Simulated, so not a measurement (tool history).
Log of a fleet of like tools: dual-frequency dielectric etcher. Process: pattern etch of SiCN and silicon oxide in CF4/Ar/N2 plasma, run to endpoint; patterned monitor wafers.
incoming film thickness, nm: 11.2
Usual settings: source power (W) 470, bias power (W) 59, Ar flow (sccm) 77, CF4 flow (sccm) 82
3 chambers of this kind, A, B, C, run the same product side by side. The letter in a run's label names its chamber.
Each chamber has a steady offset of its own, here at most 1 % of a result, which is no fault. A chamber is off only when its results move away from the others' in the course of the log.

run	hour	source power (W)	bias power (W)	Ar flow (sccm)	CF4 flow (sccm)	hours since the last wet clean	hours since the last source power generator calibration	hours since the last bias power generator calibration	hours since the last Ar flow controller change	hours since the last CF4 flow controller change	endpoint time (s)
1A	2.6	470	59	77	82	276.0	1755.9	1722.3	1743.0	2168.8	12.615
2C	6.6	470	59	77	82	83.9	485.5	1032.7	2560.0	1883.8	12.402
3B	8.8	470	59	77	82	146.0	151.9	717.9	818.3	913.8	12.540
4A	13.1	470	59	77	82	286.5	1766.4	1732.8	1753.5	2179.3	12.579
5B	16.6	470	59	77	82	153.8	159.7	725.7	826.1	921.6	12.585
6C	19.1	470	59	77	82	96.4	498.0	1045.2	2572.5	1896.3	12.473
7C	22.7	470	59	77	82	100.0	501.6	1048.8	2576.1	1899.9	12.457
8B	27.6	470	59	77	82	164.8	170.7	736.7	837.1	932.6	12.545
9A	30.3	470	45	77	90	303.7	1783.6	1750.0	1770.7	2196.5	13.396
10A	34.0	470	45	77	90	307.4	1787.3	1753.7	1774.4	2200.2	13.449
11B	37.0	470	45	77	90	174.2	180.1	746.1	846.5	942.0	13.403
12C	41.2	470	59	77	82	118.5	520.1	1067.3	2594.6	1918.4	12.431
13C	44.2	470	59	77	82	121.5	523.1	1070.3	2597.6	1921.4	12.494
14B	48.7	410	59	84	82	185.9	191.8	757.8	858.2	953.7	14.202
15A	51.2	410	59	84	82	324.6	1804.5	1770.9	1791.6	2217.4	14.310
16C	56.1	410	59	84	82	133.4	535.0	1082.2	2609.5	1933.3	14.373
17B	59.6	470	59	77	82	196.8	202.7	768.7	869.1	964.6	12.536
18A	62.1	380	59	77	82	335.5	1815.4	1781.8	1802.5	2228.3	15.144
19B	65.6	380	59	77	82	202.8	208.7	774.7	875.1	970.6	15.075
20C	68.3	380	59	77	82	145.6	547.2	1094.4	2621.7	1945.5	15.332
21A	72.9	470	59	77	82	346.3	1826.2	1792.6	1813.3	2239.1	12.606
22C	77.0	470	59	77	82	154.3	555.9	1103.1	2630.4	1954.2	12.588
23A	79.2	470	59	77	82	352.6	1832.5	1798.9	1819.6	2245.4	12.513
24B	83.0	470	59	77	82	220.2	226.1	792.1	892.5	988.0	12.516
25B	85.7	470	59	77	82	222.9	228.8	794.8	895.2	990.7	12.487
26C	90.6	470	59	77	82	167.9	569.5	1116.7	2644.0	1967.8	12.717
27A	94.4	470	59	77	82	367.8	1847.7	1814.1	1834.8	2260.6	12.643
28B	99.2	470	59	77	82	236.4	242.3	808.3	908.7	1004.2	12.543
29A	104.1	470	59	77	82	377.5	1857.4	1823.8	1844.5	2270.3	12.610
30C	107.8	470	59	91	101	185.1	586.7	1133.9	2661.2	1985.0	12.704
31A	109.9	470	59	91	101	383.3	1863.2	1829.6	1850.3	2276.1	12.504
32C	114.5	470	59	91	101	191.8	593.4	1140.6	2667.9	1991.7	12.801
33B	117.0	470	59	77	82	254.2	260.1	826.1	926.5	1022.0	12.528
34C	119.9	470	59	77	101	197.2	598.8	1146.0	2673.3	1997.1	12.518

Is one chamber off against the others, does the gauge drift, or is nothing wrong? If a chamber is off, say which, and what the likeliest cause is.

Chamber C drifts away from the others.
Cause: etch rate under this chamber's usual, % = 3.63.
The log may not tell that from: source power that arrives under what is set, %.

Here are 4 candidates for chamber C's next run, each the usual settings with a change, their results left as question marks. Which one brings its results back in line with what the others give on the usual settings?
In line means no further than this from the other chambers' mean on the usual settings: endpoint time (s) 0.130
35C-1	123.4	470	55	79	80						?
35C-2	123.4	470	50	77	76						?
35C-3	123.4	500	59	77	82						?
35C-4	123.4	470	65	77	82						?

The other chambers' mean on the usual settings: endpoint time (s) 12.546
run	endpoint time (s)
35C-1	13.302
35C-2	13.729
35C-3	12.228
35C-4	12.561
35C-4 brings the chamber back in line.
